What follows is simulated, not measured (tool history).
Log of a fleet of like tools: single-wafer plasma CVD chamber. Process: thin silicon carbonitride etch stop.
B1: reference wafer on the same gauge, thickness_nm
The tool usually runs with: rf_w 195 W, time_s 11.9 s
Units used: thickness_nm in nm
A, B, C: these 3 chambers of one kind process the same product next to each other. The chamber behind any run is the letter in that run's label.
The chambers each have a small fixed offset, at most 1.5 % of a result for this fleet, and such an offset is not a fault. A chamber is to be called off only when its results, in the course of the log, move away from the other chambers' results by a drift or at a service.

Run 1A, hour 3.9: usual settings; B1 6.1021. Result: thickness_nm 6.6858 nm.
Run 2B, hour 6.7: usual settings; B1 6.0999. Result: thickness_nm 6.7496 nm.
Run 3C, hour 10.5: usual settings; B1 6.1009. Result: thickness_nm 6.8099 nm.
Run 4C, hour 16.3: usual settings; B1 6.1025. Result: thickness_nm 6.8168 nm.
Run 5A, hour 20.0: usual settings; B1 6.1009. Result: thickness_nm 6.6967 nm.
Run 6B, hour 25.6: usual settings; B1 6.1070. Result: thickness_nm 6.7565 nm.
Run 7B, hour 29.2: usual settings but rf_w 165 W, time_s 10.2 s; B1 6.1064. Result: thickness_nm 5.5108 nm.
Run 8A, hour 32.1: usual settings but rf_w 165 W, time_s 10.2 s; B1 6.1055. Result: thickness_nm 5.4433 nm.
Run 9C, hour 38.2: usual settings but rf_w 165 W, time_s 10.2 s; B1 6.1075. Result: thickness_nm 5.5675 nm.
Run 10A, hour 41.2: usual settings but rf_w 185 W, time_s 12.9 s; B1 6.1067. Result: thickness_nm 7.1608 nm.
Run 11B, hour 45.7: usual settings but rf_w 185 W, time_s 12.9 s; B1 6.1099. Result: thickness_nm 7.2066 nm.
Run 12C, hour 51.3: usual settings but rf_w 185 W, time_s 12.9 s; B1 6.1105. Result: thickness_nm 7.2718 nm.
Run 13A, hour 56.7: usual settings but rf_w 230 W, time_s 13.4 s; B1 6.1113. Result: thickness_nm 7.9412 nm.
Run 14B, hour 61.5: usual settings but rf_w 230 W, time_s 13.4 s; B1 6.1150. Result: thickness_nm 8.0085 nm.
Run 15C, hour 65.5: usual settings but rf_w 230 W, time_s 13.4 s; B1 6.1116. Result: thickness_nm 8.0662 nm.
Run 16A, hour 70.4: usual settings; B1 6.1129. Result: thickness_nm 6.7049 nm.
At hour 71.5: chamber B: thermocouple changed; heater temperature recalibrated.
Run 17C, hour 73.4: usual settings; B1 6.1138. Result: thickness_nm 6.8314 nm.
Run 18B, hour 79.0: usual settings; B1 6.1152. Result: thickness_nm 6.7686 nm.
Run 19A, hour 83.5: usual settings; B1 6.1157. Result: thickness_nm 6.7063 nm.
Run 20C, hour 87.8: usual settings but rf_w 175 W, time_s 13.1 s; B1 6.1175. Result: thickness_nm 7.2668 nm.
Run 21B, hour 93.7: usual settings but rf_w 175 W, time_s 13.1 s; B1 6.1189. Result: thickness_nm 7.2100 nm.
Run 22A, hour 99.6: usual settings but rf_w 175 W, time_s 13.1 s; B1 6.1190. Result: thickness_nm 7.1443 nm.
Run 23B, hour 104.4: usual settings but rf_w 155 W, time_s 11.0 s; B1 6.1195. Result: thickness_nm 5.8272 nm.
Run 24C, hour 109.1: usual settings but rf_w 155 W, time_s 11.0 s; B1 6.1211. Result: thickness_nm 5.8824 nm.
Run 25C, hour 114.1: usual settings but rf_w 155 W, time_s 11.0 s; B1 6.1216. Result: thickness_nm 5.8870 nm.
Run 26B, hour 118.9: usual settings; B1 6.1225. Result: thickness_nm 6.7807 nm.
Run 27A, hour 122.3: usual settings; B1 6.1259. Result: thickness_nm 6.6963 nm.
Run 28C, hour 125.8: usual settings; B1 6.1254. Result: thickness_nm 6.8356 nm.
Run 29A, hour 129.1: usual settings; B1 6.1229. Result: thickness_nm 6.7088 nm.
Run 30B, hour 134.0: usual settings; B1 6.1264. Result: thickness_nm 6.7769 nm.
Run 31B, hour 138.2: usual settings; B1 6.1258. Result: thickness_nm 6.7724 nm.
Run 32A, hour 144.3: usual settings; B1 6.1266. Result: thickness_nm 6.7215 nm.
Run 33C, hour 148.5: usual settings; B1 6.1262. Result: thickness_nm 6.8433 nm.
Run 34B, hour 152.4: usual settings; B1 6.1285. Result: thickness_nm 6.7807 nm.
Run 35A, hour 156.2: usual settings; B1 6.1288. Result: thickness_nm 6.7056 nm.
Run 36C, hour 159.7: usual settings; B1 6.1290. Result: thickness_nm 6.8535 nm.
Run 37A, hour 163.7: usual settings but rf_w 225 W, time_s 10.6 s; B1 6.1315. Result: thickness_nm 6.2558 nm.
Run 38C, hour 168.7: usual settings but rf_w 225 W, time_s 10.6 s; B1 6.1335. Result: thickness_nm 6.3566 nm.
Run 39B, hour 172.9: usual settings but rf_w 225 W, time_s 10.6 s; B1 6.1349. Result: thickness_nm 6.3017 nm.

Is one chamber out of step, is the gauge drifting, or do the chambers differ by no more than their own small offsets? For an off chamber, give its letter and the likeliest cause.

Gauge drift. The chambers move together only on paper, and none stands off.
Most likely cause: gauge reads high (%) = 0.557.

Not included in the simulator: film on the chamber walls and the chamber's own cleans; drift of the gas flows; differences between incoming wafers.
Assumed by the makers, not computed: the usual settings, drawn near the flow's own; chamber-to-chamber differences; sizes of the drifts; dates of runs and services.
